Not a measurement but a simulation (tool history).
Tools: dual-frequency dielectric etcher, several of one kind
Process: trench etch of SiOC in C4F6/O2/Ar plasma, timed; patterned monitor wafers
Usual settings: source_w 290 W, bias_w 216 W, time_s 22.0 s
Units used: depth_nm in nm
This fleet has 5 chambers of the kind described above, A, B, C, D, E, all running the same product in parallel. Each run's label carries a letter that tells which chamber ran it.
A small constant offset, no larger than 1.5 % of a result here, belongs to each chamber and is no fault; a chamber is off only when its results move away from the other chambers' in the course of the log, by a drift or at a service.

run	day	source_w	bias_w	time_s	hours since the last wet clean	hours since the last source power generator calibration	hours since the last bias power generator calibration	read-back reference wafer on the same gauge, depth_nm	depth_nm
1E	0.383	290	216	22.0	184.2	185.7	396.8	51.289	43.363
# day 0.704: chamber D: wet clean of the chamber
2A	0.938	290	216	22.0	258.5	1114.5	1405.4	51.290	42.756
3D	1.354	290	216	22.0	15.6	555.0	1036.2	51.360	42.348
# day 1.562: chamber B: wet clean of the chamber
4B	1.833	290	216	22.0	6.5	148.2	150.4	51.317	42.533
5C	2.433	290	216	22.0	208.4	1827.5	2692.8	51.292	42.416
6B	2.800	290	216	22.0	29.7	171.4	173.6	51.331	42.488
7A	3.321	290	216	22.0	315.7	1171.7	1462.6	51.292	42.559
8C	3.908	330	216	27.5	243.8	1862.9	2728.2	51.372	55.637
9D	4.483	330	216	27.5	90.7	630.1	1111.3	51.319	55.498
10E	4.942	330	216	27.5	293.6	295.1	506.2	51.300	57.168
11A	5.483	330	216	27.5	367.6	1223.6	1514.5	51.240	56.190
12C	5.862	330	216	27.5	290.7	1909.8	2775.1	51.329	56.142
13E	6.321	290	216	22.0	326.7	328.2	539.3	51.307	43.143
14D	6.692	290	216	22.0	143.7	683.1	1164.3	51.290	42.552
15B	7.042	290	216	22.0	131.5	273.2	275.4	51.299	42.416
# day 7.217: chamber A: wet clean of the chamber
16C	7.396	290	216	22.0	327.5	1946.6	2811.9	51.287	42.855
17B	7.938	290	216	22.0	153.0	294.7	296.9	51.319	42.571
18E	8.517	290	216	22.0	379.4	380.9	592.0	51.327	43.421
19A	8.888	290	216	22.0	40.1	1305.3	1596.2	51.336	42.652
20D	9.283	290	216	22.0	205.9	745.3	1226.5	51.320	42.326
21D	9.575	290	216	22.0	212.9	752.3	1233.5	51.262	42.510
22E	10.012	290	216	22.0	415.3	416.8	627.9	51.262	43.659
23B	10.483	290	216	22.0	214.1	355.8	358.0	51.300	42.142
# day 10.721: chamber C: bias power generator calibrated
24C	10.775	290	216	22.0	408.6	2027.7	1.4	51.271	42.484
25A	11.375	290	216	22.0	99.8	1365.0	1655.9	51.275	42.573
26C	11.979	290	216	22.0	437.5	2056.6	30.3	51.243	42.522
27B	12.462	290	216	22.0	261.6	403.3	405.5	51.247	42.914
28D	12.825	230	216	22.0	290.9	830.3	1311.5	51.281	39.135
29E	13.438	230	216	22.0	497.5	499.0	710.1	51.333	39.752
# day 13.638: chamber E: wet clean of the chamber
30A	13.950	230	216	22.0	161.6	1426.8	1717.7	51.308	39.261
31B	14.262	230	216	22.0	304.8	446.5	448.7	51.289	39.114
32D	14.862	230	216	22.0	339.8	879.2	1360.4	51.291	39.006
33E	15.283	290	216	22.0	39.5	543.3	754.4	51.314	43.387

Does one chamber stand apart from the rest, does the shared gauge drift, or is all well apart from small per-chamber offsets? Give the chamber and the most likely cause, where there is one.

No chamber stands off beyond its own small offset, and the gauge holds steady.

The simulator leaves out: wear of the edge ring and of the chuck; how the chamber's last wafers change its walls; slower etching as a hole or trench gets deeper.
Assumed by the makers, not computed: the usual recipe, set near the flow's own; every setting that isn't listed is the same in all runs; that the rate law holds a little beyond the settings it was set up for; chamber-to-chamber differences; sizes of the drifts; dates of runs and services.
